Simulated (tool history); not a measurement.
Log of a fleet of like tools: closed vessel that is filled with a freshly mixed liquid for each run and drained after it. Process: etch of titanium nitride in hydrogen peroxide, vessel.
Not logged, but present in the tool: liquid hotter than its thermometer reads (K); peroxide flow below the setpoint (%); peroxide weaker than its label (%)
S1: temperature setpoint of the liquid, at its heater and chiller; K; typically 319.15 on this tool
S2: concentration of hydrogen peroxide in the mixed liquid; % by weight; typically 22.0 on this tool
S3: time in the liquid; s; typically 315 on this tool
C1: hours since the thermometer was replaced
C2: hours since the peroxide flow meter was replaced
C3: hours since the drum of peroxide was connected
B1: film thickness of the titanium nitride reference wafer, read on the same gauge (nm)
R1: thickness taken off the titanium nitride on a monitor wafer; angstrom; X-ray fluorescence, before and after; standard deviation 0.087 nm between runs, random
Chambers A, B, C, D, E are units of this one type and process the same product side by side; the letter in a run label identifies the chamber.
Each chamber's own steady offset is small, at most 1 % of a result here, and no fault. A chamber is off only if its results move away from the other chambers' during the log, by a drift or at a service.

{"run": "1B", "hour": 11.1, "S1": 319.15, "S2": 22.0, "S3": 315, "C1": 719.0, "C2": 846.6, "C3": 429.2, "B1": 49.932, "R1": 177.36}
{"run": "2D", "hour": 26.2, "S1": 319.15, "S2": 22.0, "S3": 315, "C1": 958.5, "C2": 918.5, "C3": 196.1, "B1": 49.946, "R1": 176.32}
{"hour": 30.7, "done": "chamber C: thermometer replaced"}
{"hour": 39.5, "done": "chamber C: new drum of peroxide connected"}
{"run": "3C", "hour": 40.2, "S1": 319.15, "S2": 22.0, "S3": 315, "C1": 9.6, "C2": 1636.6, "C3": 0.7, "B1": 49.992, "R1": 175.19}
{"run": "4E", "hour": 48.6, "S1": 319.15, "S2": 22.0, "S3": 315, "C1": 1951.5, "C2": 1109.8, "C3": 771.8, "B1": 49.992, "R1": 174.98}
{"run": "5A", "hour": 57.7, "S1": 319.15, "S2": 22.0, "S3": 315, "C1": 1621.3, "C2": 1661.9, "C3": 472.9, "B1": 49.98, "R1": 175.65}
{"run": "6C", "hour": 69.2, "S1": 319.15, "S2": 15.5, "S3": 315, "C1": 38.6, "C2": 1665.6, "C3": 29.7, "B1": 49.995, "R1": 161.85}
{"run": "7A", "hour": 79.0, "S1": 319.15, "S2": 15.5, "S3": 315, "C1": 1642.6, "C2": 1683.2, "C3": 494.2, "B1": 49.968, "R1": 162.71}
{"run": "8E", "hour": 90.4, "S1": 319.15, "S2": 15.5, "S3": 315, "C1": 1993.3, "C2": 1151.6, "C3": 813.6, "B1": 50.043, "R1": 163.02}
{"run": "9D", "hour": 98.4, "S1": 319.15, "S2": 15.5, "S3": 315, "C1": 1030.7, "C2": 990.7, "C3": 268.3, "B1": 49.979, "R1": 163.45}
{"run": "10B", "hour": 113.2, "S1": 319.15, "S2": 15.5, "S3": 315, "C1": 821.1, "C2": 948.7, "C3": 531.3, "B1": 49.989, "R1": 164.51}
{"run": "11C", "hour": 120.2, "S1": 319.15, "S2": 22.0, "S3": 315, "C1": 89.6, "C2": 1716.6, "C3": 80.7, "B1": 49.944, "R1": 174.87}
{"run": "12D", "hour": 133.9, "S1": 319.15, "S2": 22.0, "S3": 315, "C1": 1066.2, "C2": 1026.2, "C3": 303.8, "B1": 50.001, "R1": 175.8}
{"run": "13E", "hour": 145.0, "S1": 319.15, "S2": 22.0, "S3": 315, "C1": 2047.9, "C2": 1206.2, "C3": 868.2, "B1": 49.977, "R1": 174.18}
{"hour": 153.9, "done": "chamber A: peroxide flow meter replaced"}
{"run": "14A", "hour": 159.2, "S1": 319.15, "S2": 22.0, "S3": 315, "C1": 1722.8, "C2": 5.4, "C3": 574.4, "B1": 50.025, "R1": 174.9}
{"run": "15B", "hour": 174.8, "S1": 319.15, "S2": 22.0, "S3": 315, "C1": 882.7, "C2": 1010.3, "C3": 592.9, "B1": 49.991, "R1": 177.09}
{"run": "16E", "hour": 187.8, "S1": 319.15, "S2": 22.0, "S3": 315, "C1": 2090.7, "C2": 1249.0, "C3": 911.0, "B1": 50.033, "R1": 173.49}
{"run": "17B", "hour": 194.9, "S1": 319.15, "S2": 22.0, "S3": 315, "C1": 902.8, "C2": 1030.4, "C3": 613.0, "B1": 50.03, "R1": 174.4}
{"hour": 201.9, "done": "chamber D: peroxide flow meter replaced"}
{"run": "18A", "hour": 205.1, "S1": 319.15, "S2": 22.0, "S3": 315, "C1": 1768.7, "C2": 51.3, "C3": 620.3, "B1": 49.965, "R1": 174.54}
{"hour": 211.2, "done": "chamber A: thermometer replaced"}
{"run": "19D", "hour": 214.8, "S1": 319.15, "S2": 22.0, "S3": 315, "C1": 1147.1, "C2": 12.9, "C3": 384.7, "B1": 49.988, "R1": 174.97}
{"run": "20C", "hour": 230.1, "S1": 319.15, "S2": 22.0, "S3": 315, "C1": 199.5, "C2": 1826.5, "C3": 190.6, "B1": 50.006, "R1": 174.51}
{"run": "21D", "hour": 243.6, "S1": 319.15, "S2": 20.0, "S3": 405, "C1": 1175.9, "C2": 41.7, "C3": 413.5, "B1": 50.048, "R1": 221.3}
{"hour": 245.0, "done": "chamber D: new drum of peroxide connected"}
{"run": "22A", "hour": 250.8, "S1": 319.15, "S2": 20.0, "S3": 405, "C1": 39.7, "C2": 97.0, "C3": 666.0, "B1": 50.0, "R1": 220.44}
{"run": "23E", "hour": 259.9, "S1": 319.15, "S2": 20.0, "S3": 405, "C1": 2162.8, "C2": 1321.1, "C3": 983.1, "B1": 50.009, "R1": 220.65}
{"run": "24C", "hour": 270.7, "S1": 319.15, "S2": 20.0, "S3": 405, "C1": 240.1, "C2": 1867.1, "C3": 231.2, "B1": 49.978, "R1": 221.32}
{"run": "25B", "hour": 283.6, "S1": 319.15, "S2": 20.0, "S3": 405, "C1": 991.5, "C2": 1119.1, "C3": 701.7, "B1": 49.984, "R1": 220.92}
{"run": "26E", "hour": 290.9, "S1": 319.15, "S2": 22.0, "S3": 315, "C1": 2193.8, "C2": 1352.1, "C3": 1014.1, "B1": 49.972, "R1": 174.78}
{"run": "27A", "hour": 305.7, "S1": 319.15, "S2": 22.0, "S3": 315, "C1": 94.6, "C2": 151.9, "C3": 720.9, "B1": 50.01, "R1": 173.9}
{"run": "28D", "hour": 314.9, "S1": 319.15, "S2": 22.0, "S3": 315, "C1": 1247.2, "C2": 113.0, "C3": 70.0, "B1": 49.973, "R1": 175.95}
{"run": "29B", "hour": 324.9, "S1": 319.15, "S2": 22.0, "S3": 315, "C1": 1032.8, "C2": 1160.4, "C3": 743.0, "B1": 49.999, "R1": 176.52}
{"hour": 326.2, "done": "chamber C: peroxide flow meter replaced"}
{"run": "30C", "hour": 334.7, "S1": 319.15, "S2": 22.0, "S3": 315, "C1": 304.1, "C2": 8.6, "C3": 295.2, "B1": 49.945, "R1": 175.64}
{"run": "31B", "hour": 342.1, "S1": 319.15, "S2": 22.0, "S3": 315, "C1": 1050.0, "C2": 1177.6, "C3": 760.2, "B1": 50.018, "R1": 175.42}
{"run": "32D", "hour": 351.9, "S1": 319.15, "S2": 22.0, "S3": 315, "C1": 1284.2, "C2": 150.0, "C3": 107.0, "B1": 49.962, "R1": 175.8}
{"run": "33E", "hour": 359.7, "S1": 319.15, "S2": 22.0, "S3": 315, "C1": 2262.6, "C2": 1420.9, "C3": 1082.9, "B1": 50.025, "R1": 174.24}
{"run": "34A", "hour": 369.5, "S1": 319.15, "S2": 22.0, "S3": 315, "C1": 158.4, "C2": 215.7, "C3": 784.7, "B1": 50.007, "R1": 173.8}

Next, all 5 chambers run the settings below, one line each with question marks for the results. What does each chamber give?
{"run": "35A", "hour": 380.7, "S1": 319.15, "S2": 22.0, "S3": 315, "R1": "?"}
{"run": "35B", "hour": 380.7, "S1": 319.15, "S2": 22.0, "S3": 315, "R1": "?"}
{"run": "35C", "hour": 380.7, "S1": 319.15, "S2": 22.0, "S3": 315, "R1": "?"}
{"run": "35D", "hour": 380.7, "S1": 319.15, "S2": 22.0, "S3": 315, "R1": "?"}
{"run": "35E", "hour": 380.7, "S1": 319.15, "S2": 22.0, "S3": 315, "R1": "?"}

run=35A R1=176.55
run=35B R1=176.95
run=35C R1=174.33
run=35D R1=177.75
run=35E R1=175.03

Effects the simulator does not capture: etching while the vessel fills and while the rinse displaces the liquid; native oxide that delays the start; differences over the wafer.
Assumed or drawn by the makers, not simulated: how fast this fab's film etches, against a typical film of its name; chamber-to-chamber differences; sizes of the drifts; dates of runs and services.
